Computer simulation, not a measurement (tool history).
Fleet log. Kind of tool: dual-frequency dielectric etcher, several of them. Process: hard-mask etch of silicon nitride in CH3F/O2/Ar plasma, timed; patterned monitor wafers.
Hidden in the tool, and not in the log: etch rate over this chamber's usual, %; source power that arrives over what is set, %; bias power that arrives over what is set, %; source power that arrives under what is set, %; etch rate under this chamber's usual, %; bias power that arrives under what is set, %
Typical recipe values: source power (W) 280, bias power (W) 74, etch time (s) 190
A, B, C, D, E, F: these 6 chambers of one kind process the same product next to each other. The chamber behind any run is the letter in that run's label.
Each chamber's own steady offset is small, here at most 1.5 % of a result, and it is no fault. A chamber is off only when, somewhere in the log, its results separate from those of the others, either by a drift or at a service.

run   hour  source power (W)  bias power (W)  etch time (s)  hours since the last wet clean  hours since the last source power generator calibration  hours since the last bias power generator calibration  read-back reference wafer on the same gauge, depth_nm  mean etch depth across the wafer (Å)
       1.6  -- chamber F: wet clean of the chamber
 1A    4.2               280              74            190                            63.3                                                   2751.5                                                 2491.3                                                 133.01                                1183.9
 2C    6.9               280              74            190                           319.1                                                   3643.0                                                 2968.7                                                 133.01                                1167.2
 3B   12.2               280              74            190                           217.4                                                   3831.0                                                 3308.7                                                 133.01                                1170.1
 4E   15.7               280              74            190                           242.2                                                    243.8                                                 2323.0                                                 133.00                                1174.2
 5D   19.6               280              74            190                           224.1                                                    804.2                                                 3782.8                                                 132.99                                1178.3
 6F   24.9               280              74            190                            23.4                                                   1061.5                                                 1033.0                                                 132.96                                1158.5
      29.2  -- chamber D: bias power generator calibrated
 7D   30.3               280              74            190                           234.8                                                    814.9                                                    1.1                                                 132.97                                1180.0
 8E   35.5               280              74            190                           262.0                                                    263.6                                                 2342.8                                                 132.99                                1171.6
 9C   40.0               280              74            190                           352.2                                                   3676.1                                                 3001.8                                                 133.04                                1164.1
10A   44.3               320              90            190                           103.4                                                   2791.6                                                 2531.4                                                 132.98                                1332.9
11B   49.1               320              90            190                           254.3                                                   3867.9                                                 3345.6                                                 132.95                                1324.1
12F   53.1               320              90            190                            51.6                                                   1089.7                                                 1061.2                                                 133.03                                1308.1
13C   57.6               320              90            190                           369.8                                                   3693.7                                                 3019.4                                                 132.92                                1305.9
14D   61.0               320              90            190                           265.5                                                    845.6                                                   31.8                                                 132.87                                1328.4
15A   64.2               320              90            190                           123.3                                                   2811.5                                                 2551.3                                                 133.02                                1328.4
16F   68.8               280              74            190                            67.3                                                   1105.4                                                 1076.9                                                 133.06                                1161.9
17E   74.4               280              74            190                           300.9                                                    302.5                                                 2381.7                                                 132.98                                1167.7
18B   79.7               280              74            190                           284.9                                                   3898.5                                                 3376.2                                                 133.01                                1183.7
19F   84.9               280              74            190                            83.4                                                   1121.5                                                 1093.0                                                 133.02                                1155.9
20B   87.9               280              74            190                           293.1                                                   3906.7                                                 3384.4                                                 132.98                                1174.6
21E   91.8               280              74            190                           318.3                                                    319.9                                                 2399.1                                                 132.99                                1172.5
22D   95.7               280              74            190                           300.2                                                    880.3                                                   66.5                                                 132.88                                1179.1
23C   99.2               280              74            190                           411.4                                                   3735.3                                                 3061.0                                                 132.99                                1152.2
24A  104.3               280              74            190                           163.4                                                   2851.6                                                 2591.4                                                 133.05                                1182.8
25E  107.7               280              74            190                           334.2                                                    335.8                                                 2415.0                                                 132.97                                1175.4
     110.0  -- chamber C: source power generator calibrated
26F  110.5               280              74            190                           109.0                                                   1147.1                                                 1118.6                                                 132.89                                1158.9
27A  115.9               280              74            190                           175.0                                                   2863.2                                                 2603.0                                                 133.18                                1178.0
28B  120.4               280              74            190                           325.6                                                   3939.2                                                 3416.9                                                 132.96                                1183.9
29C  125.8               280              74            190                           438.0                                                     15.9                                                 3087.6                                                 132.92                                1141.0
30D  129.3               280              74            190                           333.8                                                    913.9                                                  100.1                                                 132.93                                1168.3
31A  134.4               280              74            190                           193.5                                                   2881.7                                                 2621.5                                                 133.07                                1175.9
32D  138.2               280              74            190                           342.7                                                    922.8                                                  109.0                                                 133.03                                1179.5
33C  142.1               280              74            190                           454.3                                                     32.2                                                 3103.9                                                 133.02                                1141.1
     144.2  -- chamber B: wet clean of the chamber
34B  147.0               280              74            190                             2.9                                                   3965.8                                                 3443.5                                                 133.11                                1180.8
35F  151.2               280              74            190                           149.7                                                   1187.8                                                 1159.3                                                 132.92                                1158.9
36E  155.1               280              74            190                           381.6                                                    383.2                                                 2462.4                                                 133.04                                1177.5
     155.6  -- chamber A: bias power generator calibrated
37C  157.7               280              74            190                           469.9                                                     47.8                                                 3119.5                                                 132.85                                1135.5
38D  160.5               280              74            190                           365.0                                                    945.1                                                  131.3                                                 133.00                                1178.7
39F  165.5               280              74            190                           164.0                                                   1202.1                                                 1173.6                                                 133.04                                1156.7
40B  171.1               280              74            190                            27.0                                                   3989.9                                                 3467.6                                                 133.00                                1180.2
41E  174.1               280              74            190                           400.6                                                    402.2                                                 2481.4                                                 133.09                                1176.8
42A  177.6               280              74            190                           236.7                                                   2924.9                                                   22.1                                                 133.02                                1183.6
43D  180.1               280              74            190                           384.6                                                    964.7                                                  150.9                                                 133.00                                1173.5
44F  182.9               280              74            190                           181.4                                                   1219.5                                                 1191.0                                                 133.00                                1159.0

The same settings go to every chamber for the next run, one line per chamber below. Forecast the results for each:
45A  187.0               280              74            190                                                                                                                                                                                                                                            ?
45B  187.0               280              74            190                                                                                                                                                                                                                                            ?
45C  187.0               280              74            190                                                                                                                                                                                                                                            ?
45D  187.0               280              74            190                                                                                                                                                                                                                                            ?
45E  187.0               280              74            190                                                                                                                                                                                                                                            ?
45F  187.0               280              74            190                                                                                                                                                                                                                                            ?

run  mean etch depth across the wafer (Å)
45A                                1177.7
45B                                1175.7
45C                                1126.1
45D                                1177.6
45E                                1170.7
45F                                1154.6
